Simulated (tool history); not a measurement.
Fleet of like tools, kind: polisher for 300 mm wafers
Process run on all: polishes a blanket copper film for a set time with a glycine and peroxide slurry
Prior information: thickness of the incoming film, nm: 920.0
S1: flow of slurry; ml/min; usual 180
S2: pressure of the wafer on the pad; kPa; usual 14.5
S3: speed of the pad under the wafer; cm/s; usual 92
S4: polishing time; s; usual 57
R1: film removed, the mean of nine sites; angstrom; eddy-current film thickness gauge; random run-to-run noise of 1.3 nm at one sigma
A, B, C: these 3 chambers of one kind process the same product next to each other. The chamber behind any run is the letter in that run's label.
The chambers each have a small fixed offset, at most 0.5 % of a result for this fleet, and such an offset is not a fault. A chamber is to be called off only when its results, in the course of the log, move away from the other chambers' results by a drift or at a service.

{"run": "1A", "hour": 5.7, "S1": 180, "S2": 14.5, "S3": 92, "S4": 57, "R1": 2093.6}
{"hour": 7.5, "done": "chamber A: worn pad replaced by a new one"}
{"run": "2C", "hour": 14.7, "S1": 180, "S2": 14.5, "S3": 92, "S4": 57, "R1": 2114.3}
{"hour": 20.0, "done": "chamber B: worn pad replaced by a new one"}
{"run": "3B", "hour": 26.7, "S1": 180, "S2": 14.5, "S3": 92, "S4": 57, "R1": 2096.8}
{"run": "4C", "hour": 38.7, "S1": 180, "S2": 14.5, "S3": 92, "S4": 57, "R1": 2111.2}
{"run": "5A", "hour": 51.3, "S1": 180, "S2": 14.5, "S3": 92, "S4": 57, "R1": 2110.4}
{"hour": 59.8, "done": "chamber C: worn pad replaced by a new one"}
{"run": "6B", "hour": 61.2, "S1": 180, "S2": 14.5, "S3": 92, "S4": 57, "R1": 2094.5}
{"run": "7A", "hour": 70.1, "S1": 180, "S2": 14.5, "S3": 92, "S4": 57, "R1": 2089.7}
{"run": "8B", "hour": 77.8, "S1": 180, "S2": 14.5, "S3": 92, "S4": 57, "R1": 2097.0}
{"hour": 83.4, "done": "chamber B: worn pad replaced by a new one"}
{"run": "9C", "hour": 86.9, "S1": 180, "S2": 14.5, "S3": 92, "S4": 57, "R1": 2106.5}
{"run": "10B", "hour": 99.4, "S1": 180, "S2": 14.5, "S3": 92, "S4": 57, "R1": 2072.4}
{"hour": 110.8, "done": "chamber A: worn pad replaced by a new one"}
{"run": "11C", "hour": 111.0, "S1": 180, "S2": 14.5, "S3": 92, "S4": 57, "R1": 2098.2}
{"run": "12A", "hour": 117.7, "S1": 180, "S2": 14.5, "S3": 92, "S4": 57, "R1": 2110.3}
{"run": "13B", "hour": 124.0, "S1": 180, "S2": 14.5, "S3": 92, "S4": 57, "R1": 2094.3}
{"run": "14C", "hour": 135.6, "S1": 180, "S2": 14.5, "S3": 92, "S4": 57, "R1": 2137.3}
{"run": "15A", "hour": 142.5, "S1": 180, "S2": 14.5, "S3": 92, "S4": 57, "R1": 2093.6}
{"run": "16A", "hour": 154.9, "S1": 180, "S2": 14.5, "S3": 92, "S4": 57, "R1": 2127.3}
{"hour": 160.3, "done": "chamber B: worn pad replaced by a new one"}
{"hour": 165.5, "done": "chamber C: worn pad replaced by a new one"}
{"run": "17B", "hour": 167.1, "S1": 180, "S2": 14.5, "S3": 92, "S4": 57, "R1": 2102.7}
{"run": "18C", "hour": 178.9, "S1": 180, "S2": 14.5, "S3": 92, "S4": 57, "R1": 2109.8}
{"run": "19B", "hour": 185.3, "S1": 180, "S2": 14.5, "S3": 92, "S4": 39, "R1": 1445.1}
{"hour": 193.0, "done": "chamber A: worn pad replaced by a new one"}
{"run": "20C", "hour": 195.7, "S1": 180, "S2": 14.5, "S3": 92, "S4": 39, "R1": 1440.2}
{"run": "21A", "hour": 204.5, "S1": 180, "S2": 14.5, "S3": 92, "S4": 39, "R1": 1439.7}
{"run": "22A", "hour": 215.6, "S1": 180, "S2": 14.5, "S3": 92, "S4": 57, "R1": 2142.2}

Each of the 3 chambers runs these same settings next. Fill in every chamber's results:
{"run": "23A", "hour": 224.6, "S1": 180, "S2": 14.5, "S3": 92, "S4": 57, "R1": "?"}
{"run": "23B", "hour": 224.6, "S1": 180, "S2": 14.5, "S3": 92, "S4": 57, "R1": "?"}
{"run": "23C", "hour": 224.6, "S1": 180, "S2": 14.5, "S3": 92, "S4": 57, "R1": "?"}

run=23A R1=2122.6
run=23B R1=2103.6
run=23C R1=2102.7
